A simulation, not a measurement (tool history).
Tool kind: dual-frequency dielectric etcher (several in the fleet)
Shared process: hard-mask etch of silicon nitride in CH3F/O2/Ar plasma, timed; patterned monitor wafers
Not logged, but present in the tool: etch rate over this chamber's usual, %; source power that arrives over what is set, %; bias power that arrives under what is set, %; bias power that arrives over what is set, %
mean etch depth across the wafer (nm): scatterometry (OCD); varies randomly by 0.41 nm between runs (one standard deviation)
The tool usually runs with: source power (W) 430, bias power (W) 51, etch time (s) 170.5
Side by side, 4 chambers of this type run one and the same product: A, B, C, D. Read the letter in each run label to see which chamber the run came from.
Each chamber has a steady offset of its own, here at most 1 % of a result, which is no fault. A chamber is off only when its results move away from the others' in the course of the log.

run	hour	source power (W)	bias power (W)	etch time (s)	hours since the last wet clean	hours since the last source power generator calibration	hours since the last bias power generator calibration	read-back reference wafer on the same gauge, depth_nm	mean etch depth across the wafer (nm)
1D	3.6	430	51	170.5	254.5	2427.8	2199.5	94.932	110.24
2B	7.3	430	51	170.5	316	2167.3	3252.5	95.041	109.99
3A	11.8	430	51	170.5	44.8	2703.7	3843.5	94.961	108.41
4C	14.4	430	51	170.5	193.1	2276.9	978.6	95.069	109.19
5D	16.6	510	51	170.5	267.5	2440.8	2212.5	94.935	117.7
6C	20.6	510	51	170.5	199.3	2283.1	984.8	95.078	116.35
7B	24.9	510	51	170.5	333.6	2184.9	3270.1	95.019	118.1
8A	27.5	510	51	170.5	60.5	2719.4	3859.2	95.043	116.51
9D	31.7	430	51	170.5	282.6	2455.9	2227.6	95.07	110.47
10B	36.4	430	51	170.5	345.1	2196.4	3281.6	95.003	109.33
11C	40.4	430	51	170.5	219.1	2302.9	1004.6	94.866	109.72
12A	44.6	430	51	170.5	77.6	2736.5	3876.3	94.908	108.36
13D	49.6	430	51	170.5	300.5	2473.8	2245.5	95.003	109.62
14C	54.2	530	41	170.5	232.9	2316.7	1018.4	95.003	111.11
15A	56.8	530	41	170.5	89.8	2748.7	3888.5	94.914	110.97
16B	61	530	41	170.5	369.7	2221	3306.2	95.007	112.34
17A	65	530	41	170.5	98	2756.9	3896.7	94.994	110.32
18C	68.2	430	51	170.5	246.9	2330.7	1032.4	94.981	109.8
# hour 69.2: chamber B: wet clean of the chamber
19D	73.2	430	51	170.5	324.1	2497.4	2269.1	94.965	109.96
20B	75.5	350	51	170.5	6.4	2235.5	3320.7	94.946	106.37
21B	79.2	350	51	170.5	10.1	2239.2	3324.4	94.924	106.54
22C	82.5	350	51	170.5	261.2	2345	1046.7	95.027	100.74
23D	85.2	350	51	170.5	336.1	2509.4	2281.1	94.976	101.75
24A	89.1	430	61	191.5	122.1	2781	3920.8	95.064	129.15
25C	94	430	61	191.5	272.7	2356.5	1058.2	95.007	129.2
26B	98.1	430	61	191.5	29	2258.1	3343.3	94.989	136.78
27A	100.5	430	61	191.5	133.5	2792.4	3932.2	94.975	128.75
# hour 100.6: chamber A: source power generator calibrated
28D	103	430	51	170.5	353.9	2527.2	2298.9	95.065	110.09
29A	105.1	430	51	170.5	138.1	4.5	3936.8	95.029	108.51
30D	108.3	430	51	170.5	359.2	2532.5	2304.2	95.006	109.69
31B	113.2	430	51	170.5	44.1	2273.2	3358.4	95.024	115.06

All chambers now run identical settings, listed one chamber a line with results as question marks. What results will each chamber show?
32A	116.8	430	51	188					?
32B	116.8	430	51	188					?
32C	116.8	430	51	188					?
32D	116.8	430	51	188					?

run	mean etch depth across the wafer (nm)
32A	119.37
32B	126.52
32C	120.96
32D	121.27
